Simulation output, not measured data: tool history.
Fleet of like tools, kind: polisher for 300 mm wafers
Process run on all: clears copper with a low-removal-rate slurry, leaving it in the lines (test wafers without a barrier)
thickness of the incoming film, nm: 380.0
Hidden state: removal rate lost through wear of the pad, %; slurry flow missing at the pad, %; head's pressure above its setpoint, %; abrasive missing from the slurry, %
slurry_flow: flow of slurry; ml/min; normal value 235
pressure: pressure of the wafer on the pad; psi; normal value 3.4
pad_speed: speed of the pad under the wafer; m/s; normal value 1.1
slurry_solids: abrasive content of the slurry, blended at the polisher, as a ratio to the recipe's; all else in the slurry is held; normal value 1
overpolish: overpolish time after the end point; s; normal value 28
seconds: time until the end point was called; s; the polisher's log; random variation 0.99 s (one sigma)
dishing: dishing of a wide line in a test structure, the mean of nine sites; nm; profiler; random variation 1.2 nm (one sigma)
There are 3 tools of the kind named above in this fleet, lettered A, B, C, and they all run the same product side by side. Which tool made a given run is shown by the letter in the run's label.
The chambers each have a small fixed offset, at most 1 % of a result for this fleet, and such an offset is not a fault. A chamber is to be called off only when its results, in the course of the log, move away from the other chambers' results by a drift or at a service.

run	hour	slurry_flow	pressure	pad_speed	slurry_solids	overpolish	wafers polished on this pad	hours since the slurry nozzle was cleaned	hours since the head pressure was calibrated	hours since the slurry blender was calibrated	seconds	dishing
1C	6.4	235	3.4	1.1	1	28	165	610.8	123	22.8	120.46	50.509
2B	14.1	235	3.4	1.1	1	28	259	273.7	84	211.3	120.24	53.845
3A	21.5	235	3.4	1.1	1	28	1151	407.5	159.3	154.8	121.72	52.018
4C	28.8	235	3.4	1.1	1	28	391	633.2	145.4	45.2	122.53	53.514
# hour 29.9: chamber A: worn pad replaced by a new one
5B	37.5	235	3.4	1.1	1	28	495	297.1	107.4	234.7	121.51	52.031
# hour 39.3: chamber C: worn pad replaced by a new one
6A	45.1	235	3.4	1.1	1	28	153	431.1	182.9	178.4	120.21	52.04
# hour 46.8: chamber A: slurry blender recalibrated
7A	54	235	3.4	1.1	1	28	243	440	191.8	7.3	120.18	53.385
8B	58.2	235	3.4	1.1	1	28	704	317.8	128.1	255.4	121.1	52.07
9C	67	235	3.4	1.1	1	28	279	671.4	183.6	83.4	121.76	53.118
# hour 69.8: chamber B: slurry nozzle cleaned
10C	71.9	235	3.4	1.1	1	28	328	676.3	188.5	88.3	121.95	50.711
11B	77.6	235	3.4	1.1	1	28	900	7.9	147.5	274.8	121.65	54.525
12A	84.4	235	3.4	1.1	1	28	549	470.4	222.2	37.7	122.9	53.5
# hour 85.9: chamber C: worn pad replaced by a new one
13A	92.5	235	3.8	1.1	1	28	631	478.5	230.3	45.8	108.21	57.146
14B	100.2	235	3.8	1.1	1	28	1127	30.5	170.1	297.4	110.33	55.996
15C	105	235	3.8	1.1	1	28	192	709.4	221.6	121.4	106.97	57.106
16B	113.9	235	3.4	1.1	1.25	43	1266	44.2	183.8	311.1	116.32	72.461
# hour 118.3: chamber C: slurry blender recalibrated
# hour 119.5: chamber A: slurry nozzle cleaned
17A	121.5	235	3.4	1.1	1.25	43	923	2	259.3	74.8	116.23	69.542
# hour 124.6: chamber B: worn pad replaced by a new one
18C	130.5	235	3.4	1.1	1.25	43	450	734.9	247.1	12.2	114.94	73.069
19B	137.4	235	3.4	1.1	1	28	129	67.7	207.3	334.6	122.34	51.255
# hour 138.3: chamber C: worn pad replaced by a new one
20A	146.4	235	3.4	1.1	1	28	1175	26.9	284.2	99.7	121.14	54.141
21C	153.3	235	3.4	1.1	1	28	151	757.7	269.9	35	118.79	56.099
22C	158.3	235	3.4	1.1	1	28	202	762.7	274.9	40	120.06	52.586
23A	162.9	235	3.4	1.1	1	28	1341	43.4	300.7	116.2	120.94	51.926
# hour 164.8: chamber A: head pressure recalibrated
24B	170.2	235	3.4	1.1	1	28	460	100.5	240.1	367.4	123.18	53.733
# hour 176.6: chamber A: worn pad replaced by a new one
25B	178.8	235	3.4	1.1	1	28	546	109.1	248.7	376	122.25	53.628
# hour 181.3: chamber C: slurry nozzle cleaned
26C	186.5	235	3.4	1.1	1	28	486	5.3	303.1	68.2	120.64	55.183
27A	191.1	235	3.4	1.1	1	28	146	71.6	26.3	144.4	121.8	52.355
# hour 191.5: chamber C: worn pad replaced by a new one
28A	197.3	235	3.4	1.1	1	28	208	77.8	32.5	150.6	120.53	53.233
# hour 198.8: chamber B: slurry blender recalibrated
29B	202.7	310	3.4	1.1	1.25	28	787	133	272.6	3.9	112.81	58.118
30C	209.7	310	3.4	1.1	1.25	28	184	28.5	326.3	91.4	112.5	58.016
31B	215	310	3.4	1.1	1.25	28	911	145.3	284.9	16.2	111.97	55.27
32C	222.6	235	3.4	1.1	1	28	314	41.4	339.2	104.3	120.5	52.67

All 3 chambers run these settings next. Forecast each chamber's results:
33A	229.1	235	3.4	1.1	1	28					?	?
33B	229.1	235	3.4	1.1	1	28					?	?
33C	229.1	235	3.4	1.1	1	28					?	?

run	seconds	dishing
33A	120.24	50.514
33B	123.61	51.909
33C	121.54	52.875
